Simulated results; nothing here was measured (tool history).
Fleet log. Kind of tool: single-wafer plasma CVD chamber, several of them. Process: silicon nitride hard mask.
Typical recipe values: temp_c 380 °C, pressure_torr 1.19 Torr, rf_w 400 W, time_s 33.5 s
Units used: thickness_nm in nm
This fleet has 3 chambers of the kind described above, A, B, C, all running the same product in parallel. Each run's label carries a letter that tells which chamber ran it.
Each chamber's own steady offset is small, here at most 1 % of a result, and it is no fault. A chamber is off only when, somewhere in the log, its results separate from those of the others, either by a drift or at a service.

run,hour,temp_c,pressure_torr,rf_w,time_s,hours since the last thermocouple change,hours since the last RF generator calibration,hours since the last manometer calibration,"read-back reference wafer on the same gauge, thickness_nm",thickness_nm
# hour 7.3: chamber B: RF generator calibrated
1C,14.2,380,1.19,400,33.5,908.9,1265.3,1910.2,35.500,43.033
2A,22.3,380,1.19,400,33.5,1642.1,443.2,403.0,35.504,42.805
3B,34.5,380,1.19,400,33.5,735.1,27.3,913.1,35.506,42.382
4A,45.9,380,1.19,400,33.5,1665.7,466.8,426.6,35.519,42.803
5C,57.5,380,1.19,400,33.5,952.2,1308.6,1953.5,35.525,43.062
6B,69.5,380,1.19,400,33.5,770.1,62.3,948.1,35.521,42.345
7B,82.6,380,1.07,400,33.5,783.2,75.4,961.2,35.535,40.974
8C,91.1,380,1.07,400,33.5,985.8,1342.2,1987.1,35.534,41.669
9A,101.6,380,1.07,400,33.5,1721.4,522.5,482.3,35.527,41.340
10C,114.9,380,1.19,400,33.5,1009.6,1366.0,2010.9,35.544,43.101
11A,124.0,380,1.19,400,33.5,1743.8,544.9,504.7,35.544,42.906
12B,137.3,380,1.19,400,33.5,837.9,130.1,1015.9,35.552,42.378
# hour 144.8: chamber A: thermocouple changed; heater temperature recalibrated
13A,145.2,380,1.19,400,33.5,0.5,566.1,525.9,35.560,42.870
14B,155.4,380,1.19,400,33.5,856.0,148.2,1034.0,35.553,42.442
15C,162.4,380,1.19,400,33.5,1057.1,1413.5,2058.4,35.561,43.117
16B,170.9,380,1.19,400,33.5,871.5,163.7,1049.5,35.560,42.398
17C,179.9,380,1.19,400,33.5,1074.6,1431.0,2075.9,35.569,43.152
18A,191.8,380,1.19,400,33.5,47.1,612.7,572.5,35.568,42.986
19A,203.3,380,1.19,400,33.5,58.6,624.2,584.0,35.575,42.956
20C,210.5,380,1.19,400,33.5,1105.2,1461.6,2106.5,35.579,43.239
21B,221.3,388,1.19,400,33.5,921.9,214.1,1099.9,35.579,42.327
22B,228.0,388,1.19,400,33.5,928.6,220.8,1106.6,35.580,42.278
23C,235.7,388,1.19,400,33.5,1130.4,1486.8,2131.7,35.591,43.049
24A,246.7,380,1.19,400,33.5,102.0,667.6,627.4,35.585,42.990
25C,259.3,380,1.19,400,33.5,1154.0,1510.4,2155.3,35.589,43.104
26B,270.7,380,1.19,400,33.5,971.3,263.5,1149.3,35.601,42.435
27A,280.0,380,1.19,400,33.5,135.3,700.9,660.7,35.601,42.995
28C,288.0,380,1.19,400,33.5,1182.7,1539.1,2184.0,35.611,43.200
29A,295.0,390,1.19,400,33.5,150.3,715.9,675.7,35.603,42.781
30B,307.5,390,1.19,400,33.5,1008.1,300.3,1186.1,35.604,42.352
31C,315.9,390,1.19,400,33.5,1210.6,1567.0,2211.9,35.609,42.948
32B,323.2,380,1.19,400,33.5,1023.8,316.0,1201.8,35.619,42.495
33A,331.1,380,1.19,400,33.5,186.4,752.0,711.8,35.610,43.011
34C,339.6,380,1.19,400,33.5,1234.3,1590.7,2235.6,35.627,43.167
35A,350.4,380,1.19,400,33.5,205.7,771.3,731.1,35.635,43.082
36B,362.1,380,1.19,400,33.5,1062.7,354.9,1240.7,35.632,42.553
37A,374.6,368,1.19,400,33.5,229.9,795.5,755.3,35.634,43.256
38C,383.0,368,1.19,400,33.5,1277.7,1634.1,2279.0,35.643,43.486
39B,394.5,368,1.19,400,33.5,1095.1,387.3,1273.1,35.647,42.706
40B,401.0,380,1.19,400,33.5,1101.6,393.8,1279.6,35.647,42.561
41C,412.5,380,1.19,400,33.5,1307.2,1663.6,2308.5,35.653,43.266

Predict what each chamber gives when all 3 of them run the settings below next.
42A,422.8,380,1.19,400,33.5,,,,,?
42B,422.8,380,1.19,400,33.5,,,,,?
42C,422.8,380,1.19,400,33.5,,,,,?

run,thickness_nm
42A,43.059
42B,42.554
42C,43.215

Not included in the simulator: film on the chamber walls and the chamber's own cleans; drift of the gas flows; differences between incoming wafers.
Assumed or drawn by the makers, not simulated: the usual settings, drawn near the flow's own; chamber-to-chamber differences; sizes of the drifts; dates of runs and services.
